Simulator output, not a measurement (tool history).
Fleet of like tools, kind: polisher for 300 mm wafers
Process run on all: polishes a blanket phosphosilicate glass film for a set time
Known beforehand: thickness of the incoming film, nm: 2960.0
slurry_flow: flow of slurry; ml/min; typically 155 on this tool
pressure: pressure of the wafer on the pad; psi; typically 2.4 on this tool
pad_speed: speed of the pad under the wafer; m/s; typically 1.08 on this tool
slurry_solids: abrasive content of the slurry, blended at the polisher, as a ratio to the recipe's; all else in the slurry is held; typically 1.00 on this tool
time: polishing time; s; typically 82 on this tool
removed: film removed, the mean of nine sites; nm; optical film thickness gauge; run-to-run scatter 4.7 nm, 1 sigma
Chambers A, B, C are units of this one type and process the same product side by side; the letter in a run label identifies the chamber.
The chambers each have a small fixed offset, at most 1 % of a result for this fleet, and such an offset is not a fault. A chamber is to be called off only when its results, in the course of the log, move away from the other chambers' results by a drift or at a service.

run,day,slurry_flow,pressure,pad_speed,slurry_solids,time,wafers polished on this pad,hours since the slurry nozzle was cleaned,hours since the head pressure was calibrated,hours since the slurry blender was calibrated,hours since the conditioning disc was replaced,removed
# day 0.038: chamber A: slurry nozzle cleaned
# day 0.412: chamber C: worn pad replaced by a new one
1C,0.650,155,2.4,1.08,1.00,82,49,41.9,454.9,206.6,151.8,602.94
2A,1.217,155,2.4,1.08,1.00,82,749,28.4,184.1,245.8,231.1,606.85
3B,1.733,155,2.4,1.08,1.00,82,798,109.3,1087.3,326.2,77.6,599.73
# day 1.742: chamber A: worn pad replaced by a new one
4C,2.325,155,2.4,1.08,1.00,82,397,82.1,495.1,246.8,192.0,598.85
# day 2.554: chamber A: slurry blender recalibrated
# day 2.667: chamber C: slurry blender recalibrated
5B,2.992,155,2.4,1.08,1.00,82,1059,139.5,1117.5,356.4,107.8,609.91
# day 3.017: chamber C: worn pad replaced by a new one
6A,3.300,155,2.4,1.08,1.00,82,323,78.4,234.1,17.9,281.1,605.85
7C,3.733,155,2.4,1.08,1.00,82,149,115.9,528.9,25.6,225.8,603.45
# day 4.188: chamber B: conditioning disc replaced and pad reconditioned
8A,4.271,155,2.4,1.08,1.00,82,525,101.7,257.4,41.2,304.4,606.62
# day 4.396: chamber B: worn pad replaced by a new one
# day 4.467: chamber B: head pressure recalibrated
9B,4.596,155,2.4,1.08,1.00,82,42,178.0,3.1,394.9,9.8,617.10
# day 4.833: chamber A: conditioning disc replaced and pad reconditioned
10A,4.958,155,2.4,1.08,1.00,82,668,118.2,273.9,57.7,3.1,601.72
# day 5.438: chamber A: worn pad replaced by a new one
# day 5.529: chamber C: worn pad replaced by a new one
11C,5.600,155,2.4,1.08,1.00,82,15,160.7,573.7,70.4,270.6,599.74
12B,6.254,155,2.4,1.08,1.10,73,386,217.8,42.9,434.7,49.6,559.86
13B,6.825,155,2.4,1.08,1.10,73,505,231.5,56.6,448.4,63.3,562.09
14C,7.317,155,2.4,1.08,1.10,73,372,201.9,614.9,111.6,311.8,561.49
15A,7.654,155,2.4,1.08,1.00,82,460,182.9,338.6,122.4,67.8,608.96
16C,8.296,155,2.4,1.08,1.00,82,575,225.4,638.4,135.1,335.3,608.81
# day 8.300: chamber C: worn pad replaced by a new one
# day 8.788: chamber A: slurry nozzle cleaned
17B,8.862,155,2.4,1.08,1.00,82,928,280.4,105.5,497.3,112.2,596.84
# day 9.425: chamber B: conditioning disc replaced and pad reconditioned
18A,9.488,200,2.4,1.20,1.00,82,841,16.9,382.6,166.4,111.8,678.26
# day 10.025: chamber A: worn pad replaced by a new one
19C,10.100,200,2.4,1.20,1.00,82,374,268.7,681.7,178.4,378.6,673.32
20B,10.596,200,2.4,1.20,1.00,82,1288,322.0,147.1,538.9,28.1,645.23
21A,11.104,155,2.4,1.08,1.00,82,224,55.7,421.4,205.2,150.6,599.37
# day 11.271: chamber C: worn pad replaced by a new one
# day 11.379: chamber B: worn pad replaced by a new one
22A,11.671,155,2.4,1.08,1.00,82,342,69.3,435.0,218.8,164.2,599.85
23C,12.133,155,2.4,1.08,1.00,82,179,317.5,730.5,227.2,427.4,600.20
24B,12.771,155,2.4,1.08,1.00,82,289,374.2,199.3,591.1,80.3,568.36
25A,13.196,155,2.4,1.08,1.00,82,659,105.9,471.6,255.4,200.8,609.42
# day 13.250: chamber C: slurry blender recalibrated
26B,13.592,155,2.4,1.08,1.00,82,460,393.9,219.0,610.8,100.0,555.60
# day 13.842: chamber C: worn pad replaced by a new one
# day 13.942: chamber A: worn pad replaced by a new one
27C,13.967,155,2.4,1.08,1.00,82,26,361.5,774.5,17.2,471.4,591.95
28C,14.317,155,2.4,1.08,1.00,82,98,369.9,782.9,25.6,479.8,609.21
# day 14.571: chamber A: slurry blender recalibrated
29A,14.667,185,2.4,1.08,1.25,82,150,141.2,506.9,2.4,236.1,681.39

Is one chamber off against the others, does the gauge drift, or is nothing wrong? If a chamber is off, say which, and what the likeliest cause is.

It is chamber B that slowly wanders off from its peers.
Cause: abrasive missing from the slurry, % = 20.5.
The log may not tell that from: slurry flow missing at the pad, %; head's pressure below its setpoint, %.

Which of the 4 candidates below, each the usual settings with something changed and its results left as question marks, puts chamber B back in line with what the other chambers give on the usual settings?
In line means no further than this from the other chambers' mean on the usual settings: removed 16.00 nm
30B-1,15.162,155,2.6,1.14,1.00,88,,,,,,?
30B-2,15.162,155,2.3,1.04,1.00,79,,,,,,?
30B-3,15.162,150,2.4,1.08,0.95,69,,,,,,?
30B-4,15.162,155,2.5,1.12,1.00,85,,,,,,?

The mean the other chambers reach with the usual settings: removed 603.01 nm
run,removed
30B-1,658.19
30B-2,484.36
30B-3,440.81
30B-4,602.27
30B-4 brings the chamber back in line.
